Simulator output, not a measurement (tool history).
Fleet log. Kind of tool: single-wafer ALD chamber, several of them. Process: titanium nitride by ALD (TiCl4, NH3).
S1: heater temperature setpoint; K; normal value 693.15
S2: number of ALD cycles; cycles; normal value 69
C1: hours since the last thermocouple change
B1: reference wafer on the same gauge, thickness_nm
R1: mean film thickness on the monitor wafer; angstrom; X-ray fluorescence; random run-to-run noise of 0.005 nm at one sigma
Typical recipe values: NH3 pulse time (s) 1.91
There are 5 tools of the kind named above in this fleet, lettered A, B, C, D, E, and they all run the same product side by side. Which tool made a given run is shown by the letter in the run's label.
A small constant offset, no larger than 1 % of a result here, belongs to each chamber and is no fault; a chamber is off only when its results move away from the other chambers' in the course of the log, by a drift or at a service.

run 1E hour=6.4 | S1=693.15 S2=69 NH3_pulse_time_(s)=1.91 | C1=511.1 | B1=1.5197 | R1=15.209
run 2A hour=13.0 | S1=693.15 S2=69 NH3_pulse_time_(s)=1.91 | C1=1640.7 | B1=1.5201 | R1=15.201
run 3C hour=17.8 | S1=693.15 S2=69 NH3_pulse_time_(s)=1.91 | C1=198.8 | B1=1.5204 | R1=15.162
run 4B hour=22.8 | S1=693.15 S2=69 NH3_pulse_time_(s)=1.91 | C1=2050.3 | B1=1.5185 | R1=15.404
run 5D hour=27.2 | S1=693.15 S2=69 NH3_pulse_time_(s)=1.91 | C1=380.1 | B1=1.5199 | R1=15.294
run 6D hour=33.7 | S1=693.15 S2=74 NH3_pulse_time_(s)=1.47 | C1=386.6 | B1=1.5195 | R1=16.171
run 7A hour=40.7 | S1=693.15 S2=74 NH3_pulse_time_(s)=1.47 | C1=1668.4 | B1=1.5194 | R1=16.234
run 8E hour=47.5 | S1=693.15 S2=74 NH3_pulse_time_(s)=1.47 | C1=552.2 | B1=1.5192 | R1=16.249
run 9C hour=51.9 | S1=693.15 S2=74 NH3_pulse_time_(s)=1.47 | C1=232.9 | B1=1.5200 | R1=16.117
run 10B hour=60.0 | S1=693.15 S2=74 NH3_pulse_time_(s)=1.47 | C1=2087.5 | B1=1.5211 | R1=16.327
run 11C hour=66.9 | S1=693.15 S2=69 NH3_pulse_time_(s)=1.91 | C1=247.9 | B1=1.5215 | R1=15.206
run 12E hour=71.7 | S1=693.15 S2=69 NH3_pulse_time_(s)=1.91 | C1=576.4 | B1=1.5203 | R1=15.187
run 13D hour=77.9 | S1=693.15 S2=69 NH3_pulse_time_(s)=1.91 | C1=430.8 | B1=1.5194 | R1=15.182
run 14A hour=84.8 | S1=693.15 S2=69 NH3_pulse_time_(s)=1.91 | C1=1712.5 | B1=1.5209 | R1=15.274
run 15B hour=92.7 | S1=693.15 S2=69 NH3_pulse_time_(s)=1.91 | C1=2120.2 | B1=1.5200 | R1=15.330
run 16D hour=100.5 | S1=693.15 S2=69 NH3_pulse_time_(s)=1.91 | C1=453.4 | B1=1.5199 | R1=15.214
run 17E hour=107.6 | S1=693.15 S2=69 NH3_pulse_time_(s)=1.91 | C1=612.3 | B1=1.5200 | R1=15.208
run 18B hour=112.8 | S1=693.15 S2=69 NH3_pulse_time_(s)=1.91 | C1=2140.3 | B1=1.5187 | R1=15.315
run 19A hour=118.4 | S1=693.15 S2=69 NH3_pulse_time_(s)=1.91 | C1=1746.1 | B1=1.5201 | R1=15.195
run 20C hour=125.4 | S1=693.15 S2=69 NH3_pulse_time_(s)=1.91 | C1=306.4 | B1=1.5208 | R1=15.192
run 21E hour=129.5 | S1=693.15 S2=69 NH3_pulse_time_(s)=1.91 | C1=634.2 | B1=1.5205 | R1=15.202
run 22A hour=134.1 | S1=693.15 S2=69 NH3_pulse_time_(s)=1.91 | C1=1761.8 | B1=1.5202 | R1=15.284
run 23B hour=138.5 | S1=693.15 S2=69 NH3_pulse_time_(s)=1.91 | C1=2166.0 | B1=1.5194 | R1=15.329
-- hour=143.1 chamber A: thermocouple changed; heater temperature recalibrated
run 24D hour=144.8 | S1=693.15 S2=69 NH3_pulse_time_(s)=1.91 | C1=497.7 | B1=1.5206 | R1=15.181
run 25C hour=148.7 | S1=693.15 S2=69 NH3_pulse_time_(s)=1.91 | C1=329.7 | B1=1.5206 | R1=15.120
run 26B hour=156.5 | S1=693.15 S2=69 NH3_pulse_time_(s)=1.91 | C1=2184.0 | B1=1.5208 | R1=15.290
run 27D hour=163.8 | S1=693.15 S2=69 NH3_pulse_time_(s)=1.91 | C1=516.7 | B1=1.5195 | R1=15.238
run 28E hour=168.2 | S1=693.15 S2=69 NH3_pulse_time_(s)=1.91 | C1=672.9 | B1=1.5210 | R1=15.180
run 29C hour=174.4 | S1=693.15 S2=69 NH3_pulse_time_(s)=1.91 | C1=355.4 | B1=1.5189 | R1=15.179
run 30A hour=181.3 | S1=685.15 S2=69 NH3_pulse_time_(s)=1.68 | C1=38.2 | B1=1.5194 | R1=15.129
run 31A hour=185.9 | S1=685.15 S2=69 NH3_pulse_time_(s)=1.68 | C1=42.8 | B1=1.5201 | R1=15.035
run 32B hour=191.9 | S1=685.15 S2=69 NH3_pulse_time_(s)=1.68 | C1=2219.4 | B1=1.5214 | R1=15.213
run 33D hour=196.2 | S1=685.15 S2=69 NH3_pulse_time_(s)=1.68 | C1=549.1 | B1=1.5197 | R1=15.187

Each of the 5 chambers runs these same settings next. Fill in every chamber's results:
run 34A hour=202.0 | S1=693.15 S2=74 NH3_pulse_time_(s)=1.91 | R1=?
run 34B hour=202.0 | S1=693.15 S2=74 NH3_pulse_time_(s)=1.91 | R1=?
run 34C hour=202.0 | S1=693.15 S2=74 NH3_pulse_time_(s)=1.91 | R1=?
run 34D hour=202.0 | S1=693.15 S2=74 NH3_pulse_time_(s)=1.91 | R1=?
run 34E hour=202.0 | S1=693.15 S2=74 NH3_pulse_time_(s)=1.91 | R1=?

run=34A R1=16.397
run=34B R1=16.544
run=34C R1=16.325
run=34D R1=16.454
run=34E R1=16.242
